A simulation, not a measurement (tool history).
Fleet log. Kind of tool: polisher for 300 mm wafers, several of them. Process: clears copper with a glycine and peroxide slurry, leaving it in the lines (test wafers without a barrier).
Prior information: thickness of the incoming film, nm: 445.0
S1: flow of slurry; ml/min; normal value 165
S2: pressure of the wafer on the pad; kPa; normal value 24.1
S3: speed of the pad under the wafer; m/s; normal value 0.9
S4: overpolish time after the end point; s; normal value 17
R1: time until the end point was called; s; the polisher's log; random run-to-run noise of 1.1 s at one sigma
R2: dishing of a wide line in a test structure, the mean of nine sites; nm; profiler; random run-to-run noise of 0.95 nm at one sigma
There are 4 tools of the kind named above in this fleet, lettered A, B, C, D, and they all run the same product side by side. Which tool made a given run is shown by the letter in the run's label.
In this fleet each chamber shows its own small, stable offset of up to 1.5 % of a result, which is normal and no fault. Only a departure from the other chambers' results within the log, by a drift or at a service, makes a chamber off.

run,hour,S1,S2,S3,S4,R1,R2
1C,3.2,165,24.1,0.9,17,78.082,57.896
2D,8.5,165,24.1,0.9,17,77.174,58.346
3A,14.2,165,24.1,0.9,17,77.725,61.232
4B,19.3,165,24.1,0.9,17,77.101,58.457
5A,25.5,165,24.1,0.9,17,78.128,58.13
6C,29.7,165,24.1,0.9,17,78.017,59.978
# hour 30.8: chamber A: worn pad replaced by a new one
7B,35.6,165,24.1,0.9,17,75.671,59.387
# hour 35.7: chamber B: worn pad replaced by a new one
8D,41.9,165,24.1,0.9,17,75.266,62.028
9A,45.4,165,24.1,0.9,17,78.041,60.671
# hour 48.6: chamber C: slurry nozzle cleaned
10D,51.1,165,24.1,0.9,17,77.826,59.948
11B,56.1,165,24.1,0.9,17,77.756,58.134
12C,61.7,165,24.1,0.9,17,77.945,59.579
13C,67.4,165,24.1,0.9,17,77.431,58.733
14A,74.2,165,24.1,0.9,17,77.728,60.649
15B,77.5,165,21.4,0.9,17,84.391,54.617
# hour 80.9: chamber D: worn pad replaced by a new one
16D,81.5,165,21.4,0.9,17,83.522,55.671
17D,87.8,165,21.4,0.9,17,82.749,56.1
18B,91.5,165,21.4,0.9,17,86.502,55.632
19A,97.2,165,24.1,0.9,17,77.574,60.58
20C,100.4,165,24.1,0.9,17,77.013,59.004
# hour 103.2: chamber A: head pressure recalibrated
21A,107.2,165,24.1,0.9,17,76.163,59.177
22D,112.5,165,24.1,0.9,17,74.083,61.644
23B,117.1,165,31.7,0.9,17,60.515,71.905
24C,121.2,165,31.7,0.9,17,62.243,69.301
25A,126.6,165,31.7,0.9,17,62.235,69.545
26C,133.5,165,31.7,0.9,17,62.214,69.237
27D,137.2,165,24.1,0.9,17,73.802,61.644
28B,142,165,20.7,0.9,26,86.245,72.277
# hour 148.1: chamber A: slurry nozzle cleaned
29A,149.2,165,20.7,0.9,26,89.022,73.317
30C,152.7,165,20.7,0.9,26,86.446,72.769
31B,160,165,20.7,0.9,26,88.899,72.714
32D,166.4,165,24.1,1.18,24,56.695,87.822
33C,171.7,165,24.1,1.18,24,61.4,85.119

Each of the 4 chambers runs these same settings next. Fill in every chamber's results:
34A,176.9,165,24.1,0.9,17,?,?
34B,176.9,165,24.1,0.9,17,?,?
34C,176.9,165,24.1,0.9,17,?,?
34D,176.9,165,24.1,0.9,17,?,?

run,R1,R2
34A,76.236,58.968
34B,76.802,58.428
34C,76.465,58.175
34D,70.354,62.002
